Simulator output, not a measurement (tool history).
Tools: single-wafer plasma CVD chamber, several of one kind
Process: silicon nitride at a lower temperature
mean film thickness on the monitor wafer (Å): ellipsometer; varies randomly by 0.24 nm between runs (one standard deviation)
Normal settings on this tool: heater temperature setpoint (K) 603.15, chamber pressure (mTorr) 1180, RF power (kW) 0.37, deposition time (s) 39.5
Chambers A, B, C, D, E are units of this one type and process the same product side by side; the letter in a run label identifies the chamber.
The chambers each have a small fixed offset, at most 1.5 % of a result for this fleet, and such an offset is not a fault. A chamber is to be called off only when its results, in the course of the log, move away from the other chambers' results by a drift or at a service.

run,hour,heater temperature setpoint (K),chamber pressure (mTorr),RF power (kW),deposition time (s),hours since the last thermocouple change,hours since the last RF generator calibration,hours since the last manometer calibration,"read-back reference wafer on the same gauge, thickness_nm",mean film thickness on the monitor wafer (Å)
1A,4.5,603.15,1180,0.37,39.5,1748.8,647,915.8,48.393,489.53
2C,8.7,603.15,1180,0.37,39.5,1286.3,875.8,2129.9,48.38,490.53
3D,11.1,603.15,1180,0.37,39.5,903.4,991.1,828.5,48.34,486.08
4E,14.2,603.15,1180,0.37,39.5,1391.1,891.5,1797.4,48.447,495.8
5B,18.2,603.15,1180,0.37,39.5,159.4,849.2,611.1,48.391,495.05
6E,22.8,603.15,1180,0.37,39.5,1399.7,900.1,1806,48.43,496.94
7C,26.6,603.15,1180,0.37,39.5,1304.2,893.7,2147.8,48.384,489.43
8A,30.3,603.15,1180,0.37,39.5,1774.6,672.8,941.6,48.444,490.45
9B,35,603.15,1180,0.37,39.5,176.2,866,627.9,48.434,490.37
10D,39.5,603.15,1180,0.37,45.2,931.8,1019.5,856.9,48.482,556.32
11D,44.8,603.15,1180,0.37,45.2,937.1,1024.8,862.2,48.413,555.46
12A,47.3,603.15,1180,0.37,45.2,1791.6,689.8,958.6,48.386,560.92
13C,50.8,603.15,1180,0.37,45.2,1328.4,917.9,2172,48.33,562.59
14E,54.1,603.15,1180,0.37,45.2,1431,931.4,1837.3,48.371,566.08
15B,57.1,603.15,1180,0.37,39.5,198.3,888.1,650,48.403,491.84
16E,61.5,603.15,1180,0.37,39.5,1438.4,938.8,1844.7,48.394,495.87
17C,64.4,603.15,1180,0.37,39.5,1342,931.5,2185.6,48.403,492.73
18A,66.9,603.15,1180,0.37,39.5,1811.2,709.4,978.2,48.42,489.42
19D,71.4,603.15,1180,0.37,39.5,963.7,1051.4,888.8,48.4,483.33
20B,75.5,608.15,1180,0.37,39.5,216.7,906.5,668.4,48.413,496.46
21A,80,608.15,1180,0.37,39.5,1824.3,722.5,991.3,48.398,487.78
22C,83.4,608.15,1180,0.37,39.5,1361,950.5,2204.6,48.361,490.26
23D,87.5,608.15,1180,0.37,39.5,979.8,1067.5,904.9,48.387,472.83
24E,92.3,608.15,1180,0.37,39.5,1469.2,969.6,1875.5,48.416,494.35
# hour 93.6: chamber A: capacitance manometer re-zeroed and calibrated
25B,95,603.15,1180,0.37,39.5,236.2,926,687.9,48.448,492.91
26B,97.6,617.15,930,0.37,39.5,238.8,928.6,690.5,48.412,452.62
27A,103,617.15,930,0.37,39.5,1847.3,745.5,9.5,48.313,456.71
28D,106.2,617.15,930,0.37,39.5,998.5,1086.2,923.6,48.435,428.53
29E,109.5,617.15,930,0.37,39.5,1486.4,986.8,1892.7,48.388,458.7
30C,112.8,617.15,930,0.37,39.5,1390.4,979.9,2234,48.317,457.18
31E,117.6,608.15,1000,0.37,39.5,1494.5,994.9,1900.8,48.413,469.88
32B,121.5,608.15,1000,0.37,39.5,262.7,952.5,714.4,48.43,465.69
33D,124.9,608.15,1000,0.37,39.5,1017.2,1104.9,942.3,48.365,439.29

What goes on in this fleet: one chamber off, a drifting gauge, or nothing beyond the chambers' own small offsets? Name the chamber and the cause, if any.

It is chamber D that slowly wanders off from its peers.
Likeliest cause: delivered RF power below the setpoint (%) = 8.35.

Below are 4 candidate recipes for chamber D's next run, each the usual settings with a change, their results shown as question marks. Which of them brings D's results back in line with what the other chambers give on the usual settings?
In line here means within this much of the mean the other chambers give on the usual settings: mean film thickness on the monitor wafer (Å) 8.3
34D-1,128.7,603.15,1180,0.37,35,,,,,?
34D-2,128.7,603.15,1160,0.36,37.8,,,,,?
34D-3,128.7,603.15,1220,0.39,42.6,,,,,?
34D-4,128.7,603.15,1200,0.38,41.2,,,,,?

Usual-settings mean across the other chambers: mean film thickness on the monitor wafer (Å) 493.95
run,mean film thickness on the monitor wafer (Å)
34D-1,410.14
34D-2,433.06
34D-3,521
34D-4,493.28
With 34D-4, the chamber falls back in line with the rest.
